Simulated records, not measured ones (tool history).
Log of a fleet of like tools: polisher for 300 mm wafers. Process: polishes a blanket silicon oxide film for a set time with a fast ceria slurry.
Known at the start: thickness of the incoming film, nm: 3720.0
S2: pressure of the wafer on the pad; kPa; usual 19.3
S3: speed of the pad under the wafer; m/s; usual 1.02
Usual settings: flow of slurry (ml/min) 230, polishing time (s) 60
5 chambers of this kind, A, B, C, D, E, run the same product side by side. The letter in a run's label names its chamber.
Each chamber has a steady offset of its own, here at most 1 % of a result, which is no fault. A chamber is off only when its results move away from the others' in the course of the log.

run 1B hour=4.0 | flow_of_slurry_(ml/min)=230 S2=19.3 S3=1.02 polishing_time_(s)=60 | film_removed_(nm)=805.02
-- hour=5.1 chamber B: worn pad replaced by a new one
-- hour=5.9 chamber C: worn pad replaced by a new one
run 2E hour=6.2 | flow_of_slurry_(ml/min)=230 S2=19.3 S3=1.02 polishing_time_(s)=60 | film_removed_(nm)=815.57
run 3D hour=10.3 | flow_of_slurry_(ml/min)=230 S2=19.3 S3=1.02 polishing_time_(s)=60 | film_removed_(nm)=801.27
-- hour=11.4 chamber A: worn pad replaced by a new one
run 4A hour=13.1 | flow_of_slurry_(ml/min)=230 S2=19.3 S3=1.02 polishing_time_(s)=60 | film_removed_(nm)=830.21
run 5C hour=15.8 | flow_of_slurry_(ml/min)=230 S2=19.3 S3=1.02 polishing_time_(s)=69 | film_removed_(nm)=946.85
run 6E hour=19.4 | flow_of_slurry_(ml/min)=230 S2=19.3 S3=1.02 polishing_time_(s)=69 | film_removed_(nm)=946.17
run 7A hour=22.8 | flow_of_slurry_(ml/min)=230 S2=19.3 S3=1.02 polishing_time_(s)=69 | film_removed_(nm)=925.11
run 8D hour=26.3 | flow_of_slurry_(ml/min)=230 S2=19.3 S3=1.02 polishing_time_(s)=69 | film_removed_(nm)=911.33
run 9C hour=29.2 | flow_of_slurry_(ml/min)=230 S2=19.3 S3=1.02 polishing_time_(s)=69 | film_removed_(nm)=935.87
run 10B hour=33.5 | flow_of_slurry_(ml/min)=230 S2=19.3 S3=1.02 polishing_time_(s)=60 | film_removed_(nm)=822.28
-- hour=33.9 chamber D: slurry nozzle cleaned
run 11D hour=36.0 | flow_of_slurry_(ml/min)=230 S2=19.3 S3=1.02 polishing_time_(s)=60 | film_removed_(nm)=816.15
run 12B hour=38.7 | flow_of_slurry_(ml/min)=230 S2=19.3 S3=1.02 polishing_time_(s)=60 | film_removed_(nm)=836.19
run 13A hour=41.5 | flow_of_slurry_(ml/min)=230 S2=19.3 S3=1.02 polishing_time_(s)=60 | film_removed_(nm)=825.71
run 14E hour=46.0 | flow_of_slurry_(ml/min)=230 S2=19.3 S3=1.02 polishing_time_(s)=60 | film_removed_(nm)=817.23
-- hour=47.3 chamber D: worn pad replaced by a new one
run 15C hour=49.6 | flow_of_slurry_(ml/min)=230 S2=19.3 S3=1.02 polishing_time_(s)=60 | film_removed_(nm)=806.12
run 16C hour=54.2 | flow_of_slurry_(ml/min)=230 S2=19.3 S3=1.02 polishing_time_(s)=60 | film_removed_(nm)=809.55
-- hour=57.7 chamber E: worn pad replaced by a new one
run 17E hour=58.7 | flow_of_slurry_(ml/min)=230 S2=19.3 S3=1.02 polishing_time_(s)=60 | film_removed_(nm)=816.99
run 18B hour=61.5 | flow_of_slurry_(ml/min)=230 S2=19.3 S3=1.02 polishing_time_(s)=60 | film_removed_(nm)=840.42
run 19D hour=64.3 | flow_of_slurry_(ml/min)=230 S2=19.3 S3=1.02 polishing_time_(s)=60 | film_removed_(nm)=815.65
run 20A hour=66.6 | flow_of_slurry_(ml/min)=230 S2=19.3 S3=1.02 polishing_time_(s)=60 | film_removed_(nm)=804.84
run 21C hour=71.3 | flow_of_slurry_(ml/min)=230 S2=19.3 S3=1.02 polishing_time_(s)=60 | film_removed_(nm)=818.50
run 22E hour=74.9 | flow_of_slurry_(ml/min)=175 S2=19.3 S3=1.30 polishing_time_(s)=60 | film_removed_(nm)=997.52
run 23B hour=78.6 | flow_of_slurry_(ml/min)=175 S2=19.3 S3=1.30 polishing_time_(s)=60 | film_removed_(nm)=1087.20
-- hour=78.7 chamber A: head pressure recalibrated
run 24A hour=80.9 | flow_of_slurry_(ml/min)=175 S2=19.3 S3=1.30 polishing_time_(s)=60 | film_removed_(nm)=999.85
run 25D hour=83.0 | flow_of_slurry_(ml/min)=175 S2=19.3 S3=1.30 polishing_time_(s)=60 | film_removed_(nm)=1006.30
run 26A hour=85.5 | flow_of_slurry_(ml/min)=175 S2=19.3 S3=1.30 polishing_time_(s)=60 | film_removed_(nm)=1004.90
run 27B hour=90.2 | flow_of_slurry_(ml/min)=230 S2=19.3 S3=1.02 polishing_time_(s)=60 | film_removed_(nm)=898.37
run 28D hour=94.5 | flow_of_slurry_(ml/min)=230 S2=19.3 S3=1.02 polishing_time_(s)=60 | film_removed_(nm)=800.70
run 29C hour=98.4 | flow_of_slurry_(ml/min)=230 S2=19.3 S3=1.02 polishing_time_(s)=60 | film_removed_(nm)=807.55
run 30E hour=100.9 | flow_of_slurry_(ml/min)=230 S2=19.3 S3=1.02 polishing_time_(s)=60 | film_removed_(nm)=794.27
-- hour=101.0 chamber C: worn pad replaced by a new one
run 31B hour=104.7 | flow_of_slurry_(ml/min)=230 S2=19.3 S3=1.02 polishing_time_(s)=60 | film_removed_(nm)=878.75
run 32C hour=106.9 | flow_of_slurry_(ml/min)=230 S2=19.3 S3=1.02 polishing_time_(s)=60 | film_removed_(nm)=800.54
run 33D hour=110.7 | flow_of_slurry_(ml/min)=230 S2=19.3 S3=1.02 polishing_time_(s)=60 | film_removed_(nm)=801.46
run 34A hour=115.3 | flow_of_slurry_(ml/min)=230 S2=19.3 S3=1.02 polishing_time_(s)=60 | film_removed_(nm)=820.72
run 35E hour=119.8 | flow_of_slurry_(ml/min)=230 S2=19.3 S3=1.02 polishing_time_(s)=60 | film_removed_(nm)=813.28

What goes on in this fleet: one chamber off, a drifting gauge, or nothing beyond the chambers' own small offsets? Name the chamber and the cause, if any.

Chamber B drifts away from the others.
Cause: head's pressure above its setpoint, % = 11.

Here are 4 candidates for chamber B's next run, each the usual settings with a change, their results left as question marks. Which one brings its results back in line with what the others give on the usual settings?
In line means no further than this from the other chambers' mean on the usual settings: film removed (nm) 33.00
run 36B-1 hour=123.2 | flow_of_slurry_(ml/min)=230 S2=19.3 S3=0.96 polishing_time_(s)=57 | film_removed_(nm)=?
run 36B-2 hour=123.2 | flow_of_slurry_(ml/min)=230 S2=20.0 S3=1.06 polishing_time_(s)=62 | film_removed_(nm)=?
run 36B-3 hour=123.2 | flow_of_slurry_(ml/min)=230 S2=19.3 S3=1.02 polishing_time_(s)=61 | film_removed_(nm)=?
run 36B-4 hour=123.2 | flow_of_slurry_(ml/min)=230 S2=18.6 S3=1.02 polishing_time_(s)=60 | film_removed_(nm)=?

The other chambers' mean on the usual settings: film removed (nm) 811.10
run=36B-1 film_removed_(nm)=804.49
run=36B-2 film_removed_(nm)=1000.60
run=36B-3 film_removed_(nm)=914.96
run=36B-4 film_removed_(nm)=868.30
36B-1 brings the chamber back in line.
